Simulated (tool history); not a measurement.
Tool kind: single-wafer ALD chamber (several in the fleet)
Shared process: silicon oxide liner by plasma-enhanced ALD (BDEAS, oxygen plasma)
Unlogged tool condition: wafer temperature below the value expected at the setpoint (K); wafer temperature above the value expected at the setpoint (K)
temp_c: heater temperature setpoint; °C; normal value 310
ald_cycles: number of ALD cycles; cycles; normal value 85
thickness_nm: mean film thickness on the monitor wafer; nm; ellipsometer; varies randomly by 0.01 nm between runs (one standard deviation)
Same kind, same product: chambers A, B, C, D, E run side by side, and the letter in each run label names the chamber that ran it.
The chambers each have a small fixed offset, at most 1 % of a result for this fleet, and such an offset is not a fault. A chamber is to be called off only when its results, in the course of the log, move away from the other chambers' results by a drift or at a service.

run	hour	temp_c	ald_cycles	hours since the last thermocouple change	read-back reference wafer on the same gauge, thickness_nm	thickness_nm
1A	11.2	310	85	2114.9	6.4101	7.8398
2D	25.5	310	85	520.4	6.4097	7.83
3E	35.5	310	85	118	6.4053	7.7516
# hour 37.2: chamber C: thermocouple changed; heater temperature recalibrated
4B	42.4	310	85	861.3	6.4053	7.8044
5C	51.9	310	85	14.8	6.4038	7.8264
6E	61.8	310	85	144.3	6.4039	7.7495
7B	70.2	310	85	889.1	6.4023	7.7943
8A	84.6	310	85	2188.3	6.4024	7.8175
9C	92.1	310	85	55	6.3991	7.8152
10D	103.5	310	85	598.4	6.3983	7.8139
11C	115.3	310	85	78.2	6.3976	7.8301
12B	125.4	310	85	944.3	6.3974	7.7942
13A	132	310	85	2235.7	6.3947	7.8322
14E	139	310	85	221.5	6.3932	7.7261
15D	147.5	310	85	642.4	6.396	7.798
16E	154.6	310	85	237.1	6.3932	7.7308
17D	162.9	310	85	657.8	6.394	7.7933
18C	171.2	310	85	134.1	6.3895	7.8342
19B	184.2	310	85	1003.1	6.3904	7.7754
20A	192	310	85	2295.7	6.3893	7.8176
21D	206.1	310	85	701	6.3864	7.8109
22C	217.8	310	85	180.7	6.3861	7.7989
23A	232.4	310	85	2336.1	6.3846	7.813
24B	239.9	310	85	1058.8	6.3831	7.7625
25E	251	303	99	333.5	6.3834	9.0711
26D	261.6	303	99	756.5	6.3796	9.1692
27A	270.2	303	99	2373.9	6.3813	9.1816
28C	277.3	303	99	240.2	6.3782	9.175
29E	283.7	303	99	366.2	6.381	9.0828
30B	290.8	310	85	1109.7	6.3779	7.7766
31C	299.3	310	85	262.2	6.3783	7.8174

Has any chamber moved away from the others, gradually or after a service, or does the common gauge drift, or do the chambers differ only by their own small steady offsets? State the chamber and the most likely cause if one applies.

The shared gauge is drifting. All chambers look as if they move in step, but none is off.
Most likely cause: gauge reads low (%) = 0.537.

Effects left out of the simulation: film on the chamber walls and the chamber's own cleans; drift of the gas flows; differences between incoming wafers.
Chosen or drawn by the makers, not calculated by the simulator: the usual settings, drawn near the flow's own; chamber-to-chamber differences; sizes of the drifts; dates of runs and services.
